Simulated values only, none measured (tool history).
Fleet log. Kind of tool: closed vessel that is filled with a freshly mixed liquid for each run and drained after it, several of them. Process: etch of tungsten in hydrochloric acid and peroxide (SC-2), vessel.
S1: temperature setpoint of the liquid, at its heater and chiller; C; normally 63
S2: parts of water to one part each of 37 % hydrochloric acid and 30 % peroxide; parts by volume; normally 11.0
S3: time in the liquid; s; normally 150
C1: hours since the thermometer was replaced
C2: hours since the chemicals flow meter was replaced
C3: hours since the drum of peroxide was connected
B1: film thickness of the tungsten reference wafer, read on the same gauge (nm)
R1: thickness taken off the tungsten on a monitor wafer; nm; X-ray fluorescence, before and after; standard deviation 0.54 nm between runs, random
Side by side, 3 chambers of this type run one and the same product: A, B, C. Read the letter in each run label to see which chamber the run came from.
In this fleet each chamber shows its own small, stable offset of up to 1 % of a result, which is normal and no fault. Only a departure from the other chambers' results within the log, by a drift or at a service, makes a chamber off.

run,day,S1,S2,S3,C1,C2,C3,B1,R1
1C,0.362,63,11.0,150,1549.0,276.1,155.7,50.027,58.183
2B,0.725,63,11.0,150,388.8,185.1,151.3,49.997,58.097
3A,0.992,63,11.0,150,2774.0,145.1,60.6,50.012,58.906
4C,1.200,63,11.0,150,1569.1,296.2,175.8,50.033,58.365
5B,1.550,63,11.0,150,408.6,204.9,171.1,50.003,58.515
6A,1.883,63,11.0,150,2795.4,166.5,82.0,49.965,58.560
7C,2.071,67,11.0,150,1590.0,317.1,196.7,49.985,74.252
# day 2.204: chamber A: thermometer replaced
8B,2.250,67,11.0,150,425.4,221.7,187.9,49.996,75.375
9A,2.471,67,11.0,150,6.5,180.6,96.1,49.998,73.935
10C,2.821,63,9.5,70,1608.0,335.1,214.7,50.012,30.906
11B,3.000,63,9.5,70,443.4,239.7,205.9,49.996,30.932
12A,3.225,63,9.5,70,24.6,198.7,114.2,49.948,30.401
13B,3.417,63,11.0,150,453.4,249.7,215.9,49.979,60.225
14C,3.688,63,11.0,150,1628.8,355.9,235.5,50.021,58.591
15A,4.038,63,11.0,150,44.1,218.2,133.7,50.005,57.984
16C,4.258,63,11.0,150,1642.5,369.6,249.2,50.023,58.341
17A,4.500,72,15.0,150,55.2,229.3,144.8,49.995,76.951
18B,4.746,72,15.0,150,485.3,281.6,247.8,49.966,81.689
19C,5.092,72,15.0,150,1662.5,389.6,269.2,49.961,77.602
20B,5.312,69,7.0,150,498.9,295.2,261.4,50.007,130.520

What goes on in this fleet: one chamber off, a drifting gauge, or nothing beyond the chambers' own small offsets? Name the chamber and the cause, if any.

Little by little, chamber B moves away from the other chambers.
Cause: chemicals flow above the setpoint (%) = 11.1.
With only this log, it may be confused with: liquid hotter than its thermometer reads (K).

Here are 4 candidates for chamber B's next run, each the usual settings with a change, their results left as question marks. Which one brings its results back in line with what the others give on the usual settings?
In-line tolerance around the mean of the other chambers on the usual settings: R1 1.900 nm
21B-1,5.579,64.5,11.0,150,,,,,?
21B-2,5.579,63.5,11.0,150,,,,,?
21B-3,5.579,63.0,11.0,145,,,,,?
21B-4,5.579,63.0,12.0,150,,,,,?

Other chambers, usual settings, mean: R1 58.340 nm
run,R1
21B-1,69.329
21B-2,65.208
21B-3,61.124
21B-4,58.817
21B-4 brings the chamber back in line.
